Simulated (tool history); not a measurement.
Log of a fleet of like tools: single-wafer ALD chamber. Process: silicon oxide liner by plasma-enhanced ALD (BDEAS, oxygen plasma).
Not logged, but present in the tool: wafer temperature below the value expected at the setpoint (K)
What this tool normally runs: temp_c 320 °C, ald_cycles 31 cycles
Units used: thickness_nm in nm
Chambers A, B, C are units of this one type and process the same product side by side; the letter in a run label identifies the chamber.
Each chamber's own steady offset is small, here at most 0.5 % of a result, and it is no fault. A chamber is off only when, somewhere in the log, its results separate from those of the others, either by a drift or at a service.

run	day	temp_c	ald_cycles	hours since the last thermocouple change	read-back reference wafer on the same gauge, thickness_nm	thickness_nm
1A	0.238	320	31	544.0	2.5010	2.7912
2B	0.550	320	31	126.2	2.5004	2.8120
3C	0.808	320	31	989.4	2.4983	2.8245
4C	1.158	320	31	997.8	2.4992	2.8195
5A	1.338	320	31	570.4	2.4987	2.7912
6B	1.558	320	31	150.4	2.5000	2.8065
7C	1.892	320	31	1015.4	2.5003	2.8093
8A	2.233	331	31	591.9	2.5000	2.7472
9B	2.404	331	31	170.7	2.5006	2.7637
10A	2.671	331	31	602.4	2.5003	2.7602
11C	2.879	326	31	1039.1	2.5004	2.7912
12B	3.208	326	31	190.0	2.5017	2.7826
13A	3.583	326	31	624.3	2.4986	2.7601
14C	3.846	320	31	1062.3	2.4986	2.8053
15B	4.104	320	31	211.5	2.4991	2.8057
16B	4.408	320	31	218.8	2.4983	2.8009
17C	4.750	320	31	1084.0	2.4996	2.8131
18A	4.962	320	31	657.4	2.4981	2.7920
19A	5.275	320	31	664.9	2.5003	2.8002
20C	5.542	320	31	1103.0	2.5012	2.8134
21B	5.771	320	31	251.5	2.5011	2.8148
22C	6.121	320	31	1116.9	2.5006	2.8115
23A	6.300	320	31	689.5	2.5005	2.7996
24B	6.475	320	34	268.4	2.5016	3.0753
25C	6.667	320	34	1130.0	2.5006	3.0986
26B	6.896	320	34	278.5	2.4987	3.0756
27A	7.262	320	31	712.6	2.4972	2.7885
28C	7.542	320	31	1151.0	2.5002	2.8199
29A	7.838	320	31	726.4	2.4995	2.7935
30B	8.092	320	31	307.2	2.5008	2.8150
31A	8.396	320	31	739.8	2.4986	2.7903
32B	8.767	320	31	323.4	2.5011	2.8064
33C	8.962	320	31	1185.1	2.5011	2.8109
34A	9.308	330	33	761.7	2.5000	2.9271
35B	9.504	330	33	341.1	2.5005	2.9374
36C	9.692	330	33	1202.6	2.4983	2.9514
37C	10.042	320	31	1211.0	2.4996	2.8019
38B	10.308	320	31	360.4	2.5013	2.7966
39A	10.621	320	31	793.2	2.5014	2.7848
40B	11.000	320	31	377.0	2.5013	2.7970
41C	11.254	326	29	1240.1	2.4990	2.6118
42A	11.504	326	29	814.4	2.5001	2.5800
43C	11.738	326	29	1251.7	2.4997	2.6123
44B	12.092	320	31	403.2	2.5004	2.8135

Read the log: is a single chamber off, either drifting away or since a service, is the gauge that measures every chamber drifting, or is nothing wrong beyond small per-chamber offsets? Name any odd chamber and what most likely caused it.

No chamber stands off beyond its own small offset, and the gauge holds steady.
